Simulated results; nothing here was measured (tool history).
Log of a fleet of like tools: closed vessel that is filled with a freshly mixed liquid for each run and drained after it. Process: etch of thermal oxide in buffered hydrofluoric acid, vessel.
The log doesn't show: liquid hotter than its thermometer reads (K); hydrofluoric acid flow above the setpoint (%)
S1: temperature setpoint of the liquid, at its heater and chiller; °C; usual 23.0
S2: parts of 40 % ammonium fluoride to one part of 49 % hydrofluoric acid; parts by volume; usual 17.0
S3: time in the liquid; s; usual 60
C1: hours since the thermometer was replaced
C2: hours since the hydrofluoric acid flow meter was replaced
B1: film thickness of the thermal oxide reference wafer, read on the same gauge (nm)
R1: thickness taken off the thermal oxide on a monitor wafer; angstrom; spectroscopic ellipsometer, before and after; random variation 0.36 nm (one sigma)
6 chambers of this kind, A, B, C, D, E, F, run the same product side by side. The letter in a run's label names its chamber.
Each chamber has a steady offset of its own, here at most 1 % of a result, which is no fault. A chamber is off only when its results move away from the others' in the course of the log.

run	hour	S1	S2	S3	C1	C2	B1	R1
1A	8.9	23.0	17.0	60	2584.6	210.0	99.973	405.98
# hour 10.2: chamber C: thermometer replaced
2E	18.2	23.0	17.0	60	384.9	56.8	100.000	399.99
3C	25.1	23.0	17.0	60	14.9	529.0	99.970	403.48
4D	36.2	23.0	17.0	60	477.2	528.6	100.040	413.67
5F	48.3	23.0	17.0	60	1203.9	197.0	99.980	408.68
6B	56.7	23.0	17.0	60	717.0	1384.0	99.985	403.31
7F	66.0	23.0	17.0	60	1221.6	214.7	99.958	404.54
8D	71.9	23.0	17.0	60	512.9	564.3	99.973	411.66
9C	82.3	23.0	17.0	60	72.1	586.2	100.030	408.03
10E	89.2	23.0	17.0	60	455.9	127.8	100.030	397.10
# hour 91.9: chamber A: thermometer replaced
11A	99.7	23.0	17.0	60	7.8	300.8	99.984	402.67
12B	109.6	23.0	17.0	60	769.9	1436.9	100.040	403.67
13B	120.7	23.0	17.0	60	781.0	1448.0	100.010	409.70
14C	130.7	23.0	23.5	60	120.5	634.6	99.976	304.71
15F	139.7	23.0	23.5	60	1295.3	288.4	99.968	308.81
16D	151.3	23.0	23.5	60	592.3	643.7	99.961	307.66
17E	160.7	23.0	23.5	60	527.4	199.3	99.982	309.48
18A	168.0	23.0	23.5	60	76.1	369.1	100.000	311.13
19D	176.4	23.0	23.5	60	617.4	668.8	99.943	310.00
20F	187.9	23.0	17.0	60	1343.5	336.6	99.993	406.51
21C	194.9	23.0	17.0	60	184.7	698.8	99.972	396.26
22A	206.1	23.0	17.0	60	114.2	407.2	99.996	394.75
23B	213.8	23.0	17.0	60	874.1	1541.1	100.020	430.23
24E	225.2	26.0	17.0	75	591.9	263.8	100.000	594.18
25B	231.4	26.0	17.0	75	891.7	1558.7	99.959	626.30
26C	243.0	26.0	17.0	75	232.8	746.9	100.040	581.56
27A	254.2	26.0	17.0	75	162.3	455.3	99.951	587.62
28E	259.6	26.0	17.0	75	626.3	298.2	99.994	592.86
29F	265.1	26.0	17.0	75	1420.7	413.8	99.999	597.58
30D	272.8	23.0	17.0	60	713.8	765.2	99.970	399.70
31B	281.6	27.5	13.0	60	941.9	1608.9	99.968	715.52
32C	292.0	27.5	13.0	60	281.8	795.9	100.040	667.68
33D	301.7	27.5	13.0	60	742.7	794.1	99.972	671.45
34E	308.5	27.5	13.0	60	675.2	347.1	100.020	676.09
# hour 316.5: chamber D: hydrofluoric acid flow meter replaced
35A	316.8	27.5	13.0	60	224.9	517.9	100.020	664.58
36F	323.4	27.5	13.0	60	1479.0	472.1	99.982	679.58
37B	331.8	23.0	17.0	60	992.1	1659.1	99.982	439.16
38F	338.4	23.0	17.0	60	1494.0	487.1	100.040	406.07
39C	344.0	23.0	17.0	50	333.8	847.9	99.997	329.87
40D	355.2	23.0	17.0	50	796.2	38.8	100.030	338.63

All 6 chambers run these settings next. Forecast each chamber's results:
41A	364.0	23.0	17.0	35				?
41B	364.0	23.0	17.0	35				?
41C	364.0	23.0	17.0	35				?
41D	364.0	23.0	17.0	35				?
41E	364.0	23.0	17.0	35				?
41F	364.0	23.0	17.0	35				?

run	R1
41A	239.60
41B	259.93
41C	235.31
41D	234.39
41E	236.67
41F	237.67
